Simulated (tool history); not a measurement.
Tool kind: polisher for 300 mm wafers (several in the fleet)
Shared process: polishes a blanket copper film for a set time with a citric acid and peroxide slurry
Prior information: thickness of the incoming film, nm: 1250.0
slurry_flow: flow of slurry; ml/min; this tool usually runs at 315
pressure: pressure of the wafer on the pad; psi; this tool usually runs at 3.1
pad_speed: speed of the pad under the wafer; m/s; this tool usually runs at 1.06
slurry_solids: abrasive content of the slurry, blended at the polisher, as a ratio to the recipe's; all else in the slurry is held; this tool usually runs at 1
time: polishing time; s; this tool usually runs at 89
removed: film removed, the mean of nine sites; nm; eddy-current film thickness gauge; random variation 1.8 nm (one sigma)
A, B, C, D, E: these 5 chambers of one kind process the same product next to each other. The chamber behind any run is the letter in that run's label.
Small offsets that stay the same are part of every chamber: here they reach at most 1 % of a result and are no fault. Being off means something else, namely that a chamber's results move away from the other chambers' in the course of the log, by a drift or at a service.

run,hour,slurry_flow,pressure,pad_speed,slurry_solids,time,removed
# hour 6.4: chamber C: worn pad replaced by a new one
1E,8.9,315,3.1,1.06,1,89,212.83
# hour 11: chamber B: worn pad replaced by a new one
2B,17.5,315,3.1,1.06,1,89,209.48
# hour 20.1: chamber A: worn pad replaced by a new one
3D,23.3,315,3.1,1.06,1,89,209.72
4A,27.5,315,3.1,1.06,1,89,211.93
5C,35.3,315,3.1,1.06,1,89,209
# hour 39.9: chamber D: worn pad replaced by a new one
6B,41,315,3.1,1.06,1,89,209.09
7E,48,315,3.1,1.06,1,89,209.32
8C,54.3,315,3.1,1.06,1,114,268.14
9A,61.5,315,3.1,1.06,1,114,271.83
10D,66.1,315,3.1,1.06,1,114,270.39
11A,73.2,315,3.1,1.06,1,114,272.61
12D,79.8,315,3.1,1.06,1,114,267.84
# hour 82.8: chamber B: worn pad replaced by a new one
13E,85.1,315,3.1,1.06,1,89,212.22
14C,91.3,315,3.1,1.06,1,89,206.66
# hour 91.8: chamber C: worn pad replaced by a new one
# hour 93.8: chamber A: worn pad replaced by a new one
15B,96.2,315,3.1,1.06,1,89,210.3
# hour 99.8: chamber D: slurry blender recalibrated
16B,100.1,315,3.1,1.06,1,89,207.92
17A,108.7,315,3.1,1.06,1,89,211.07
18E,116.1,315,3.1,1.06,1,89,211.68
19D,120.6,315,3.1,1.06,1,89,212.3
# hour 121.2: chamber B: slurry blender recalibrated
20C,129.2,315,3.1,1.06,1,89,209.06
# hour 135.4: chamber E: worn pad replaced by a new one
21C,138,315,3.1,1.06,1,89,205.78
22B,145.7,315,3.1,1.06,1,89,207.46
23E,153.3,315,3.1,1.06,1,89,209.94
# hour 156.4: chamber A: worn pad replaced by a new one
# hour 159.5: chamber A: slurry blender recalibrated
# hour 160.9: chamber B: worn pad replaced by a new one
24D,161.2,315,3.1,1.06,1,89,215.56
# hour 164.3: chamber E: slurry nozzle cleaned
# hour 166.6: chamber D: worn pad replaced by a new one
25A,168.9,315,3.1,1.06,1,89,212.36
26B,173.9,315,3.1,1.06,1,89,206.92
# hour 174.3: chamber A: head pressure recalibrated
27A,179.6,315,3.1,1.06,1,89,228.41
28E,183.6,315,3.1,1.06,1,89,210.44
29D,188.5,315,3.1,1.06,1,89,212.37
30C,193.9,315,3.1,0.86,1,89,169.19
31A,200.7,315,3.1,0.86,1,89,186.56
# hour 201.7: chamber C: worn pad replaced by a new one
32E,205.9,315,3.1,0.86,1,89,171.86
33D,213,315,3.1,0.86,1,89,172.3
# hour 219.3: chamber A: worn pad replaced by a new one
34B,220.7,315,3.1,0.86,1,89,169.29
35C,226.1,315,3.1,1.06,1,89,209.77
36B,232.6,315,3.1,1.06,1,89,207.61
37A,237.1,315,3.1,1.06,0.9,89,222.71
38D,243.3,315,3.1,1.06,0.9,89,206.78
# hour 247.5: chamber B: worn pad replaced by a new one
# hour 248.7: chamber C: head pressure recalibrated
39C,251.3,315,3.1,1.06,0.9,89,203.11
40E,258.7,315,3.1,1.06,0.9,89,203.62
41D,266.3,315,3.1,1.06,0.9,89,205.76
42E,270.6,315,3.1,1.06,1,89,210.02
43B,278,315,3.1,1.06,1,89,210.8

Which is it: a chamber that has drifted or been left off by a service, a gauge drift common to all chambers, or only each chamber's usual small offset? If a chamber is off, name it and its likeliest cause.

The work done on chamber A during a service left it standing apart from the others.
Cause: head's pressure above its setpoint, % = 6.75.

Here are 4 candidates for chamber A's next run, each the usual settings with a change, their results left as question marks. Which one brings its results back in line with what the others give on the usual settings?
In line means no further than this from the other chambers' mean on the usual settings: removed 6.1 nm
44A-1,284.4,315,3.1,1.04,1,89,?
44A-2,284.4,315,3,1.02,1,89,?
44A-3,284.4,315,3.2,1.08,1,91,?
44A-4,284.4,315,3.1,1.06,1.15,89,?

Other chambers, usual settings, mean: removed 209.73 nm
run,removed
44A-1,222.38
44A-2,211.21
44A-3,243.56
44A-4,233.48
It is 44A-2 that realigns the chamber with its peers.
